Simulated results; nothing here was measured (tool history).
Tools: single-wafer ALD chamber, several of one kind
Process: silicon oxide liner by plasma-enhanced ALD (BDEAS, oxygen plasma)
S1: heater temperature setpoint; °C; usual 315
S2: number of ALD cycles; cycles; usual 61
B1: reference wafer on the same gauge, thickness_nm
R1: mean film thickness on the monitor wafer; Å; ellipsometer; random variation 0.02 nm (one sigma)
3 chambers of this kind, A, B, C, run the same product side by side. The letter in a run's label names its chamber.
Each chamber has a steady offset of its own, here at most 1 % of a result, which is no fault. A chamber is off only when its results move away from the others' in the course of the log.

Run 1A, hour 5.7: usual settings; B1 6.2033. Result: R1 55.381 Å.
Run 2B, hour 9: usual settings; B1 6.1946. Result: R1 55.701 Å.
Run 3C, hour 11.5: usual settings; B1 6.2056. Result: R1 55.067 Å.
Run 4B, hour 16.2: usual settings; B1 6.205. Result: R1 55.563 Å.
Run 5A, hour 19.1: usual settings; B1 6.1943. Result: R1 55.216 Å.
Run 6C, hour 22.5: usual settings; B1 6.1968. Result: R1 55.17 Å.
Run 7B, hour 25.3: usual settings; B1 6.2016. Result: R1 55.939 Å.
Run 8A, hour 30.9: usual settings; B1 6.2048. Result: R1 55.024 Å.
Run 9C, hour 35.4: usual settings; B1 6.1993. Result: R1 54.975 Å.
Run 10C, hour 40.2: usual settings; B1 6.2046. Result: R1 55.534 Å.
Run 11A, hour 44: usual settings; B1 6.197. Result: R1 55.182 Å.
Run 12B, hour 49.7: usual settings; B1 6.1957. Result: R1 55.764 Å.
Run 13B, hour 54.6: usual settings; B1 6.2029. Result: R1 55.743 Å.
Run 14C, hour 57.9: usual settings; B1 6.1988. Result: R1 55.059 Å.
Run 15A, hour 61.9: usual settings; B1 6.1967. Result: R1 55.309 Å.
Run 16C, hour 67.4: usual settings; B1 6.1956. Result: R1 55.179 Å.
Run 17A, hour 71.9: usual settings; B1 6.1985. Result: R1 55.65 Å.
Run 18B, hour 75.1: usual settings; B1 6.2006. Result: R1 55.919 Å.
Run 19C, hour 79.8: usual settings; B1 6.1986. Result: R1 55.66 Å.
Run 20B, hour 83.7: usual settings but S1 303 °C; B1 6.2043. Result: R1 56.799 Å.
Run 21A, hour 88.4: usual settings but S1 303 °C; B1 6.2044. Result: R1 56.361 Å.
Run 22B, hour 94.3: usual settings but S1 303 °C; B1 6.2036. Result: R1 56.572 Å.
Run 23A, hour 99.9: usual settings; B1 6.1996. Result: R1 55.266 Å.
Run 24C, hour 103.9: usual settings; B1 6.1976. Result: R1 55.094 Å.
Run 25A, hour 108: usual settings; B1 6.2002. Result: R1 55.317 Å.
Run 26C, hour 112: usual settings but S1 310 °C, S2 67 cycles; B1 6.2001. Result: R1 61.427 Å.
Run 27B, hour 116.7: usual settings but S1 310 °C, S2 67 cycles; B1 6.1976. Result: R1 61.593 Å.
Run 28B, hour 120.5: usual settings but S1 310 °C, S2 67 cycles; B1 6.1972. Result: R1 61.746 Å.
Run 29A, hour 125.3: usual settings; B1 6.1978. Result: R1 55.299 Å.
Run 30C, hour 129.1: usual settings; B1 6.1968. Result: R1 55.311 Å.
Run 31C, hour 133: usual settings; B1 6.1967. Result: R1 55.141 Å.

Next, every chamber runs the same settings. What will each give?
Run 32A, hour 137.3: usual settings. Result: R1 ?.
Run 32B, hour 137.3: usual settings. Result: R1 ?.
Run 32C, hour 137.3: usual settings. Result: R1 ?.

run      R1
32A  55.411
32B  55.893
32C  55.289
